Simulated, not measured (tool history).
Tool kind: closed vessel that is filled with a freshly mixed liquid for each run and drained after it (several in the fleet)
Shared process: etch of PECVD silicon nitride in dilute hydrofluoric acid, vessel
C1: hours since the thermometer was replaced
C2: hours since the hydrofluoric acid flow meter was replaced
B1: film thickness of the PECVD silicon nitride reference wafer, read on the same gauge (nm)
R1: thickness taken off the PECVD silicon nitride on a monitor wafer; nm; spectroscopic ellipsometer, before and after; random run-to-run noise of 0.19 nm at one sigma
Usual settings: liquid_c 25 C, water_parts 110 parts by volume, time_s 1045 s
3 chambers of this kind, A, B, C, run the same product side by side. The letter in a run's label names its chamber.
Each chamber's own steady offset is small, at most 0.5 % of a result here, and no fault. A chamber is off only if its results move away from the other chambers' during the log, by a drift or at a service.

Run 1B, hour 2.6: usual settings; C1 52.1; C2 1475.9; B1 49.987. Result: R1 28.592 nm.
Run 2C, hour 6.2: usual settings; C1 254.6; C2 864.2; B1 50.003. Result: R1 28.851 nm.
Run 3A, hour 9: usual settings; C1 966.2; C2 687.1; B1 49.987. Result: R1 29.023 nm.
Run 4A, hour 12.2: usual settings; C1 969.4; C2 690.3; B1 49.986. Result: R1 28.944 nm.
Run 5B, hour 15.6: usual settings; C1 65.1; C2 1488.9; B1 49.973. Result: R1 28.788 nm.
Run 6C, hour 17.9: usual settings but liquid_c 20.5 C, water_parts 90 parts by volume; C1 266.3; C2 875.9; B1 50.02. Result: R1 25.852 nm.
At hour 18.7: chamber A: hydrofluoric acid flow meter replaced.
Run 7B, hour 20.1: usual settings but liquid_c 20.5 C, water_parts 90 parts by volume; C1 69.6; C2 1493.4; B1 49.983. Result: R1 25.72 nm.
Run 8A, hour 23.6: usual settings but liquid_c 20.5 C, water_parts 90 parts by volume; C1 980.8; C2 4.9; B1 49.994. Result: R1 25.732 nm.
Run 9C, hour 25.8: usual settings but liquid_c 22 C, time_s 1520 s; C1 274.2; C2 883.8; B1 49.974. Result: R1 34.154 nm.
Run 10C, hour 28.3: usual settings but liquid_c 22 C, time_s 1520 s; C1 276.7; C2 886.3; B1 50.019. Result: R1 34.333 nm.
Run 11B, hour 31.1: usual settings but liquid_c 22 C, time_s 1520 s; C1 80.6; C2 1504.4; B1 50.015. Result: R1 34.346 nm.
Run 12A, hour 35.1: usual settings; C1 992.3; C2 16.4; B1 50.009. Result: R1 28.528 nm.
Run 13C, hour 38.5: usual settings; C1 286.9; C2 896.5; B1 49.96. Result: R1 29.051 nm.
Run 14B, hour 43.1: usual settings; C1 92.6; C2 1516.4; B1 50.034. Result: R1 28.88 nm.
Run 15A, hour 47.6: usual settings; C1 1004.8; C2 28.9; B1 50.003. Result: R1 28.529 nm.
Run 16A, hour 51.7: usual settings; C1 1008.9; C2 33; B1 50.019. Result: R1 28.727 nm.
Run 17B, hour 56: usual settings; C1 105.5; C2 1529.3; B1 50.015. Result: R1 28.526 nm.
Run 18C, hour 60.4: usual settings but liquid_c 22.5 C; C1 308.8; C2 918.4; B1 50.016. Result: R1 24.621 nm.
Run 19A, hour 63.6: usual settings but liquid_c 22.5 C; C1 1020.8; C2 44.9; B1 50.01. Result: R1 24.417 nm.
Run 20C, hour 66: usual settings but liquid_c 22.5 C; C1 314.4; C2 924; B1 50. Result: R1 24.259 nm.
Run 21B, hour 70.3: usual settings; C1 119.8; C2 1543.6; B1 49.987. Result: R1 28.564 nm.
Run 22A, hour 74.4: usual settings; C1 1031.6; C2 55.7; B1 50.005. Result: R1 28.697 nm.
Run 23C, hour 79.3: usual settings; C1 327.7; C2 937.3; B1 49.99. Result: R1 28.865 nm.
Run 24B, hour 83.2: usual settings; C1 132.7; C2 1556.5; B1 50.009. Result: R1 27.895 nm.
Run 25B, hour 85.6: usual settings; C1 135.1; C2 1558.9; B1 50.03. Result: R1 27.851 nm.
Run 26A, hour 89.6: usual settings; C1 1046.8; C2 70.9; B1 49.988. Result: R1 28.874 nm.
Run 27C, hour 92.3: usual settings; C1 340.7; C2 950.3; B1 50.006. Result: R1 29.073 nm.
Run 28C, hour 96.8: usual settings; C1 345.2; C2 954.8; B1 49.983. Result: R1 28.816 nm.
Run 29B, hour 101.5: usual settings; C1 151; C2 1574.8; B1 50.011. Result: R1 27.541 nm.
Run 30A, hour 104.7: usual settings; C1 1061.9; C2 86; B1 50.024. Result: R1 28.753 nm.
Run 31A, hour 109.6: usual settings; C1 1066.8; C2 90.9; B1 49.988. Result: R1 28.918 nm.
Run 32C, hour 112: usual settings; C1 360.4; C2 970; B1 50.014. Result: R1 28.833 nm.
Run 33B, hour 116.8: usual settings; C1 166.3; C2 1590.1; B1 50.018. Result: R1 27.164 nm.
Run 34B, hour 121.2: usual settings; C1 170.7; C2 1594.5; B1 50.02. Result: R1 26.799 nm.
Run 35A, hour 125.1: usual settings but liquid_c 21 C, water_parts 85 parts by volume; C1 1082.3; C2 106.4; B1 49.983. Result: R1 28.067 nm.
Run 36C, hour 128.6: usual settings but liquid_c 21 C, water_parts 85 parts by volume; C1 377; C2 986.6; B1 49.986. Result: R1 28.413 nm.
Run 37B, hour 132: usual settings but liquid_c 21 C, water_parts 85 parts by volume; C1 181.5; C2 1605.3; B1 50.003. Result: R1 26.479 nm.
Run 38A, hour 134.6: usual settings; C1 1091.8; C2 115.9; B1 49.995. Result: R1 28.725 nm.
Run 39C, hour 137.8: usual settings; C1 386.2; C2 995.8; B1 50.008. Result: R1 28.954 nm.

Predict what each chamber gives when all 3 of them run the settings below next.
Run 40A, hour 141.3: usual settings but liquid_c 26.5 C. Result: R1 ?.
Run 40B, hour 141.3: usual settings but liquid_c 26.5 C. Result: R1 ?.
Run 40C, hour 141.3: usual settings but liquid_c 26.5 C. Result: R1 ?.

run      R1
40A  31.994
40B   29.07
40C  31.861
